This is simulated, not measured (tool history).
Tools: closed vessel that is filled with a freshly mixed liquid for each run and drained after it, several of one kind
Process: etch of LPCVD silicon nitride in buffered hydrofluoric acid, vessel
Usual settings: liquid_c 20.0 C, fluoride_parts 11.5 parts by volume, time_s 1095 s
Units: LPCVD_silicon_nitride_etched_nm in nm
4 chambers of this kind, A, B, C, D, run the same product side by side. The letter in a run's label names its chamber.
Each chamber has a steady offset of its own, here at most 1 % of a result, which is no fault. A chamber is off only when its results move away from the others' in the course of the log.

run	hour	liquid_c	fluoride_parts	time_s	read-back film thickness of the LPCVD silicon nitride reference wafer, read on the same gauge (nm)	LPCVD_silicon_nitride_etched_nm
1D	14.5	20.0	11.5	1095	80.007	10.2140
2B	29.1	20.0	11.5	1095	80.024	10.3240
3C	43.8	20.0	11.5	1095	79.988	10.2530
4A	57.0	20.0	11.5	1095	80.020	10.3050
5B	70.6	20.0	11.5	1095	80.019	10.1900
6C	83.9	20.0	11.5	1095	79.961	10.3890
7A	95.9	20.0	11.5	1095	79.992	10.2710
8D	104.9	24.5	13.0	1095	79.991	11.8060
9C	113.5	24.5	13.0	1095	80.003	11.9140
10D	129.5	24.5	13.0	1095	79.987	11.6750
11A	142.0	24.5	13.0	1095	79.988	11.7470
12B	151.2	20.0	11.5	1095	80.006	10.2110
13D	163.0	20.0	11.5	1095	80.001	10.2290
14B	175.1	20.0	11.5	1095	79.988	10.0770
# hour 183.1: chamber B: hydrofluoric acid flow meter replaced
15A	187.4	20.0	11.5	1095	80.014	10.3170
16C	197.9	20.0	11.5	1095	80.011	10.2230
17D	210.0	20.0	11.5	1095	79.991	10.2910
18B	219.2	20.0	11.5	1095	79.983	9.7436
# hour 220.8: chamber D: thermometer replaced
19A	231.2	20.0	11.5	1095	79.972	10.4990
20C	247.3	20.0	11.5	1095	80.044	10.3360
21D	259.8	20.0	11.5	1095	80.029	10.2220
22A	269.3	20.0	11.5	1095	79.999	10.3450
23B	285.5	20.0	11.5	1095	79.989	9.4503
24C	297.0	20.0	11.5	1095	80.025	10.2490
25B	305.8	20.0	11.5	1095	79.985	9.4790
26A	321.4	20.0	11.5	1095	79.997	10.3480
27C	334.7	20.0	11.5	1095	79.988	10.2360

Next, every chamber runs the same settings. What will each give?
28A	346.4	20.0	14.5	1095		?
28B	346.4	20.0	14.5	1095		?
28C	346.4	20.0	14.5	1095		?
28D	346.4	20.0	14.5	1095		?

run	LPCVD_silicon_nitride_etched_nm
28A	8.2287
28B	7.4395
28C	8.2311
28D	8.3456
